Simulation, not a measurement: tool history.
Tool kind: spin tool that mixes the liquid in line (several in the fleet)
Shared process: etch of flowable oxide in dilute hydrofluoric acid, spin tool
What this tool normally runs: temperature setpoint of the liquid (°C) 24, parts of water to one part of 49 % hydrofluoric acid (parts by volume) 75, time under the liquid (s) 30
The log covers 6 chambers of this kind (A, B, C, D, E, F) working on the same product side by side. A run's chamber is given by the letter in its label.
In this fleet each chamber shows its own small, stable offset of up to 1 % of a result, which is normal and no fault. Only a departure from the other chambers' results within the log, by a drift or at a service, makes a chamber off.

| run | hour | temperature setpoint of the liquid (°C) | parts of water to one part of 49 % hydrofluoric acid (parts by volume) | time under the liquid (s) | hours since the thermometer was replaced | hours since the hydrofluoric acid flow meter was replaced | read-back film thickness of the flowable oxide reference wafer, read on the same gauge (nm) | thickness taken off the flowable oxide on a monitor wafer (angstrom) |
|---|---|---|---|---|---|---|---|---|
| 1E | 7.5 | 24 | 75 | 30 | 244.9 | 834.9 | 150 | 152.15 |
| 2B | 14.5 | 24 | 75 | 30 | 23.1 | 1152.7 | 149.97 | 151.02 |
| 3D | 19.4 | 24 | 75 | 30 | 1941.9 | 250 | 150.01 | 153.06 |
| 4C | 26.2 | 24 | 75 | 30 | 2375.5 | 128.5 | 149.97 | 150.8 |
| 5F | 32.2 | 24 | 75 | 30 | 751 | 584.2 | 149.99 | 148.84 |
| 6A | 38.2 | 24 | 75 | 30 | 585.1 | 1936.9 | 150.02 | 150.83 |
| 7C | 46.9 | 24 | 75 | 30 | 2396.2 | 149.2 | 149.99 | 149.28 |
| 8A | 55 | 24 | 75 | 30 | 601.9 | 1953.7 | 149.97 | 152.96 |
| 9B | 61.1 | 24 | 65 | 30 | 69.7 | 1199.3 | 150.01 | 172.61 |
|  | 63.9 | chamber A: hydrofluoric acid flow meter replaced |
| 10D | 66 | 24 | 65 | 30 | 1988.5 | 296.6 | 150.03 | 177 |
| 11E | 73.5 | 24 | 65 | 30 | 310.9 | 900.9 | 149.97 | 176.09 |
| 12F | 82.3 | 24 | 65 | 30 | 801.1 | 634.3 | 149.99 | 178.41 |
| 13D | 87.6 | 24 | 65 | 30 | 2010.1 | 318.2 | 150 | 177.67 |
| 14C | 95.7 | 24 | 65 | 30 | 2445 | 198 | 150.01 | 174.42 |
| 15A | 102.4 | 24 | 75 | 30 | 649.3 | 38.6 | 150.01 | 149.64 |
| 16E | 108 | 24 | 75 | 30 | 345.4 | 935.4 | 150 | 148.32 |
| 17B | 115.7 | 24 | 75 | 30 | 124.3 | 1253.9 | 150 | 151.36 |
| 18F | 122.1 | 24 | 75 | 30 | 840.9 | 674.1 | 149.97 | 149.68 |
| 19E | 130.6 | 24 | 100 | 15 | 368 | 958 | 150.02 | 53.918 |
|  | 130.8 | chamber C: thermometer replaced |
| 20B | 139.5 | 24 | 100 | 15 | 148.1 | 1277.7 | 150.02 | 53.677 |
| 21F | 143.7 | 24 | 100 | 15 | 862.5 | 695.7 | 149.97 | 54.591 |
| 22A | 150.9 | 24 | 100 | 15 | 697.8 | 87.1 | 150.02 | 54.477 |
| 23D | 159.3 | 24 | 100 | 15 | 2081.8 | 389.9 | 150.01 | 54.994 |
| 24C | 165.4 | 24 | 100 | 15 | 34.6 | 267.7 | 150.01 | 55.209 |
| 25B | 171.9 | 24 | 75 | 30 | 180.5 | 1310.1 | 149.99 | 148.73 |
| 26C | 176.6 | 24 | 75 | 30 | 45.8 | 278.9 | 149.98 | 150.62 |
| 27A | 180.6 | 24 | 75 | 30 | 727.5 | 116.8 | 149.96 | 147.38 |
| 28E | 187.4 | 24 | 75 | 30 | 424.8 | 1014.8 | 150.03 | 141.02 |
| 29F | 195.2 | 24 | 60 | 45 | 914 | 747.2 | 150.02 | 286.67 |
| 30D | 202.3 | 24 | 60 | 45 | 2124.8 | 432.9 | 149.99 | 283.2 |
| 31D | 210.5 | 24 | 60 | 45 | 2133 | 441.1 | 150 | 289.61 |
| 32F | 218.7 | 24 | 60 | 45 | 937.5 | 770.7 | 150.03 | 289.8 |
| 33E | 223.8 | 24 | 60 | 45 | 461.2 | 1051.2 | 149.98 | 269.03 |
| 34A | 227.9 | 24 | 60 | 45 | 774.8 | 164.1 | 149.97 | 286.38 |
| 35B | 235.4 | 24 | 75 | 30 | 244 | 1373.6 | 149.98 | 151.2 |
| 36C | 244.1 | 24 | 75 | 30 | 113.3 | 346.4 | 150.01 | 151.24 |

All 6 chambers run these settings next. Forecast each chamber's results:
| 37A | 250.5 | 24 | 75 | 30 |  |  |  | ? |
| 37B | 250.5 | 24 | 75 | 30 |  |  |  | ? |
| 37C | 250.5 | 24 | 75 | 30 |  |  |  | ? |
| 37D | 250.5 | 24 | 75 | 30 |  |  |  | ? |
| 37E | 250.5 | 24 | 75 | 30 |  |  |  | ? |
| 37F | 250.5 | 24 | 75 | 30 |  |  |  | ? |

| run | thickness taken off the flowable oxide on a monitor wafer (angstrom) |
|---|---|
| 37A | 149.67 |
| 37B | 149.39 |
| 37C | 149.53 |
| 37D | 150.72 |
| 37E | 137.99 |
| 37F | 148.87 |
